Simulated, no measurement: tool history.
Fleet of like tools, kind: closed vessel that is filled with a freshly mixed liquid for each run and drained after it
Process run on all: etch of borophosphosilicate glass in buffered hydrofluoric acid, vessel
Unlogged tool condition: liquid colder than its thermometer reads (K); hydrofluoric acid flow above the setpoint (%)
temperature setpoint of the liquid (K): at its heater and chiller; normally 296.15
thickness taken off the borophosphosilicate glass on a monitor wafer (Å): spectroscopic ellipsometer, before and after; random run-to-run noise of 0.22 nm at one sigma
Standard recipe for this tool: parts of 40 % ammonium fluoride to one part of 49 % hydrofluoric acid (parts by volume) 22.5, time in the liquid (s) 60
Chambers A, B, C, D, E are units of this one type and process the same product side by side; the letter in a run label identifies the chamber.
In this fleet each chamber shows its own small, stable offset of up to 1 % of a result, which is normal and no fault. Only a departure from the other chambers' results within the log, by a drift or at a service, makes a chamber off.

run	hour	temperature setpoint of the liquid (K)	parts of 40 % ammonium fluoride to one part of 49 % hydrofluoric acid (parts by volume)	time in the liquid (s)	hours since the thermometer was replaced	hours since the hydrofluoric acid flow meter was replaced	read-back film thickness of the borophosphosilicate glass reference wafer, read on the same gauge (nm)	thickness taken off the borophosphosilicate glass on a monitor wafer (Å)
1A	7.4	296.15	22.5	60	508.2	163.0	129.98	351.66
2C	12.6	296.15	22.5	60	674.3	491.0	130.00	350.91
3D	19.8	296.15	22.5	60	699.9	2367.0	129.98	350.18
4B	29.3	296.15	22.5	60	447.4	380.5	130.00	349.36
5E	34.2	296.15	22.5	60	2159.6	191.3	130.00	344.49
6A	39.9	296.15	22.5	60	540.7	195.5	129.99	348.12
7C	50.4	296.15	22.5	60	712.1	528.8	130.03	350.13
8E	58.1	296.15	22.5	60	2183.5	215.2	130.00	350.07
9D	65.3	296.15	22.5	60	745.4	2412.5	130.00	349.41
10B	75.7	296.15	22.5	60	493.8	426.9	130.01	352.23
# hour 80.4: chamber D: hydrofluoric acid flow meter replaced
11E	85.5	296.15	22.5	60	2210.9	242.6	130.02	351.48
12D	91.8	296.15	22.5	60	771.9	11.5	130.02	356.40
13B	102.2	296.15	22.5	60	520.3	453.4	130.02	351.64
14C	110.9	296.15	22.5	60	772.6	589.3	129.98	353.11
15A	115.7	296.15	22.5	60	616.5	271.3	130.02	351.84
16A	121.9	296.15	22.5	60	622.7	277.5	129.98	353.28
17B	131.8	296.15	22.5	60	549.9	483.0	129.98	349.09
18C	141.7	296.15	22.5	60	803.4	620.1	130.00	353.59
19D	151.3	296.15	22.5	60	831.4	71.0	130.03	351.33
20E	161.0	296.15	22.5	60	2286.4	318.1	129.99	343.14
21B	172.1	296.15	22.5	60	590.2	523.3	129.97	345.40
22D	177.2	296.15	22.5	60	857.3	96.9	130.00	355.93
23A	183.8	296.15	22.5	60	684.6	339.4	130.03	352.05
24E	191.5	296.15	22.5	60	2316.9	348.6	130.02	344.94
25C	201.1	296.15	22.5	60	862.8	679.5	129.99	350.25
26B	208.2	300.15	22.5	30	626.3	559.4	130.02	210.45
# hour 211.2: chamber D: thermometer replaced
27D	215.2	300.15	22.5	30	4.0	134.9	130.02	220.75
28E	222.3	300.15	22.5	30	2347.7	379.4	130.00	215.44
29C	232.6	300.15	22.5	30	894.3	711.0	129.99	217.00
30A	243.4	300.15	22.5	30	744.2	399.0	129.97	219.86
31D	249.3	296.15	30.0	85	38.1	169.0	129.99	410.58
32E	254.4	296.15	30.0	85	2379.8	411.5	129.99	402.10
33C	261.2	296.15	30.0	85	922.9	739.6	129.97	409.59
34B	267.3	296.15	30.0	85	685.4	618.5	129.94	391.97
35A	276.2	296.15	30.0	85	777.0	431.8	129.99	406.85
36B	287.2	296.15	22.5	60	705.3	638.4	129.99	335.91
37A	296.3	296.15	22.5	60	797.1	451.9	130.02	352.56
38C	302.1	296.15	22.5	60	963.8	780.5	130.00	354.34
39D	311.6	296.15	22.5	60	100.4	231.3	129.98	357.19

Has any chamber moved away from the others, gradually or after a service, or does the common gauge drift, or do the chambers differ only by their own small steady offsets? State the chamber and the most likely cause if one applies.

One chamber, B, drifts off from the rest bit by bit.
What lies behind it: liquid colder than its thermometer reads (K) = 1.13.
With only this log, it may be confused with: hydrofluoric acid flow below the setpoint (%).

Here are 4 candidates for chamber B's next run, each the usual settings with a change, their results left as question marks. Which one brings its results back in line with what the others give on the usual settings?
Allowed miss from the other chambers' usual-settings mean, per result, to count as in line: thickness taken off the borophosphosilicate glass on a monitor wafer (Å) 7.70
40B-1	319.5	296.15	22.0	60				?
40B-2	319.5	297.15	22.5	60				?
40B-3	319.5	295.65	22.5	60				?
40B-4	319.5	295.15	22.5	60				?

On the usual settings, the other chambers give on average: thickness taken off the borophosphosilicate glass on a monitor wafer (Å) 351.49
run	thickness taken off the borophosphosilicate glass on a monitor wafer (Å)
40B-1	336.79
40B-2	349.82
40B-3	322.52
40B-4	313.91
The right change is 40B-2: it brings the chamber back within the allowed miss of the others.
